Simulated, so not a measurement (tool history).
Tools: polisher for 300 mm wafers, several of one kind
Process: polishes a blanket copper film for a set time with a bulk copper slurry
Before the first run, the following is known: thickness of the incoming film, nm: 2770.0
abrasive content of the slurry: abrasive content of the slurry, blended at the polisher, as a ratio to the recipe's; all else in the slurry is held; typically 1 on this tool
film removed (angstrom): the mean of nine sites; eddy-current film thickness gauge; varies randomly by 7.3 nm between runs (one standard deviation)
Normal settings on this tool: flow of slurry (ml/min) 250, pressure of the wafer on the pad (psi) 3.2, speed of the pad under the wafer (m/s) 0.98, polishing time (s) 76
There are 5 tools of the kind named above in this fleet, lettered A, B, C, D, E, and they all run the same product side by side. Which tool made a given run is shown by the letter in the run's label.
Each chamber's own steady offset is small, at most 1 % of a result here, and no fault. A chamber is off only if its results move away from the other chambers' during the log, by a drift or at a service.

run	hour	flow of slurry (ml/min)	pressure of the wafer on the pad (psi)	speed of the pad under the wafer (m/s)	abrasive content of the slurry	polishing time (s)	wafers polished on this pad	hours since the slurry nozzle was cleaned	hours since the head pressure was calibrated	hours since the slurry blender was calibrated	film removed (angstrom)
1E	10	250	3.2	0.98	1	76	571	302.4	750.7	93.2	8578.2
# hour 11: chamber D: worn pad replaced by a new one
# hour 21.9: chamber B: worn pad replaced by a new one
2C	22	250	3.2	0.98	1	76	864	172.1	735	109	8482.9
# hour 23.8: chamber E: slurry blender recalibrated
3D	28.3	250	3.2	0.98	1	76	155	301.7	969.1	123.5	8542.6
4A	38.1	250	3.2	0.98	1	76	696	491.4	655.5	219	8542.6
5B	45	250	3.2	0.98	1	76	206	292	80.5	92.1	8523.9
# hour 45.4: chamber A: slurry nozzle cleaned
6D	56.8	250	3.2	0.98	1	76	409	330.2	997.6	152	8532.8
# hour 58.9: chamber C: worn pad replaced by a new one
7C	64.2	250	3.2	0.98	1	76	47	214.3	777.2	151.2	8558.6
# hour 65.9: chamber C: slurry nozzle cleaned
# hour 67.4: chamber B: slurry blender recalibrated
8A	73.1	315	3.2	0.98	1	100	1008	27.7	690.5	254	11360
9B	82.9	315	3.2	0.98	1	100	545	329.9	118.4	15.5	11305
# hour 85.7: chamber A: slurry blender recalibrated
10E	96.9	315	3.2	0.98	1	100	1346	389.3	837.6	73.1	11266
# hour 102.2: chamber B: worn pad replaced by a new one
11D	105.5	315	3.2	0.98	1	100	844	378.9	1046.3	200.7	11577
# hour 107.5: chamber A: worn pad replaced by a new one
12B	112.3	315	3.2	0.98	1	100	90	359.3	147.8	44.9	11538
# hour 120.8: chamber D: worn pad replaced by a new one
13E	121.9	250	3.2	0.98	1	76	1569	414.3	862.6	98.1	8263.3
# hour 131.9: chamber E: slurry blender recalibrated
14A	134.6	250	3.2	0.98	1	76	242	89.2	752	48.9	8552.5
# hour 137.7: chamber E: head pressure recalibrated
# hour 138.1: chamber C: head pressure recalibrated
15C	146.1	250	3.2	0.98	1	76	778	80.3	8.1	233.1	8558.6
16E	155.4	250	3.2	0.98	1	76	1868	447.8	17.7	23.5	8328
# hour 158.8: chamber B: slurry nozzle cleaned
17D	168.8	250	3.2	0.98	1	76	428	442.2	1109.6	264	8579.5
# hour 171.6: chamber C: worn pad replaced by a new one
18A	175.1	250	3.2	0.98	0.85	76	604	129.7	792.5	89.4	8297.8
19B	187.2	250	3.2	0.98	0.85	76	758	28.5	222.7	119.8	8323
# hour 197.4: chamber B: worn pad replaced by a new one
# hour 199.1: chamber B: slurry blender recalibrated
20C	199.4	250	3.2	0.98	0.85	76	248	133.6	61.4	286.4	8279.3
21E	207.6	250	3.2	0.98	0.85	76	2334	500	69.9	75.7	7886.4
# hour 212.1: chamber C: slurry blender recalibrated
22C	217	250	3.2	0.98	0.85	76	405	151.2	79	5	8217.8
# hour 221.5: chamber D: worn pad replaced by a new one
23B	228	250	3.2	0.98	1	76	273	69.3	263.5	29	8646.4
# hour 236: chamber E: slurry blender recalibrated
24D	240.9	250	3.2	0.98	1	76	173	514.3	1181.7	336.1	8556.7
25A	251.6	250	3.2	0.98	1	76	1286	206.2	869	165.9	8496.6
# hour 257.8: chamber C: slurry nozzle cleaned
26C	264.9	250	3.2	0.98	1	76	832	7.1	126.9	52.9	8575.4
# hour 274: chamber A: worn pad replaced by a new one
27A	274.2	250	3.2	0.98	1	76	2	228.8	891.6	188.5	8392.4
# hour 276.5: chamber B: worn pad replaced by a new one
28B	283.7	250	3.2	0.72	1	76	64	125	319.2	84.7	6277.6
# hour 286.5: chamber D: slurry blender recalibrated
29E	294.3	250	3.2	0.72	1	76	3108	586.7	156.6	58.4	5875.1
30D	305.4	250	3.2	0.72	1	76	749	578.8	1246.2	19	6229.8
# hour 305.6: chamber C: worn pad replaced by a new one
31E	311.8	250	3.2	0.72	1	76	3264	604.2	174.1	75.9	5906.2
# hour 315.9: chamber D: head pressure recalibrated
32A	324.3	250	3.2	0.72	1	76	449	278.9	941.7	238.6	6142.3
# hour 324.4: chamber D: worn pad replaced by a new one
33C	334.7	250	3.2	0.98	1	76	260	76.9	196.7	122.7	8537.4
# hour 343.1: chamber B: slurry blender recalibrated
34D	348.3	250	3.2	0.98	1	76	213	621.7	32.4	61.9	8434
35B	354.5	250	3.2	0.98	1	76	696	195.8	390	11.4	8553.9
# hour 358.6: chamber A: slurry blender recalibrated
# hour 363.2: chamber E: slurry blender recalibrated
# hour 367.7: chamber B: worn pad replaced by a new one
36A	368.4	250	3.2	0.98	1	76	842	323	985.8	9.9	8354.6
37B	381.1	250	3.2	0.98	1	76	120	222.4	416.6	38	8555.1
38D	393	250	3.2	0.98	1	76	612	666.4	77.1	106.6	8560.6
39C	402.8	250	3.2	0.98	1	76	868	145	264.8	190.8	8547.5
40E	411.9	250	3.2	0.98	1	76	4158	704.3	274.2	48.7	7961.8
# hour 414.3: chamber D: slurry nozzle cleaned
41D	421.8	250	2.8	0.98	0.9	76	869	7.6	105.9	135.4	7291.7
42B	430.5	250	2.8	0.98	0.9	76	560	271.8	466	87.4	7247.4
43A	437	250	2.8	0.98	0.9	76	1455	391.6	1054.4	78.5	7154

Each of the 5 chambers runs these same settings next. Fill in every chamber's results:
44A	447.3	250	3.2	0.98	1	76					?
44B	447.3	250	3.2	0.98	1	76					?
44C	447.3	250	3.2	0.98	1	76					?
44D	447.3	250	3.2	0.98	1	76					?
44E	447.3	250	3.2	0.98	1	76					?

run	film removed (angstrom)
44A	8476.3
44B	8565.6
44C	8500.5
44D	8424.6
44E	7934.4
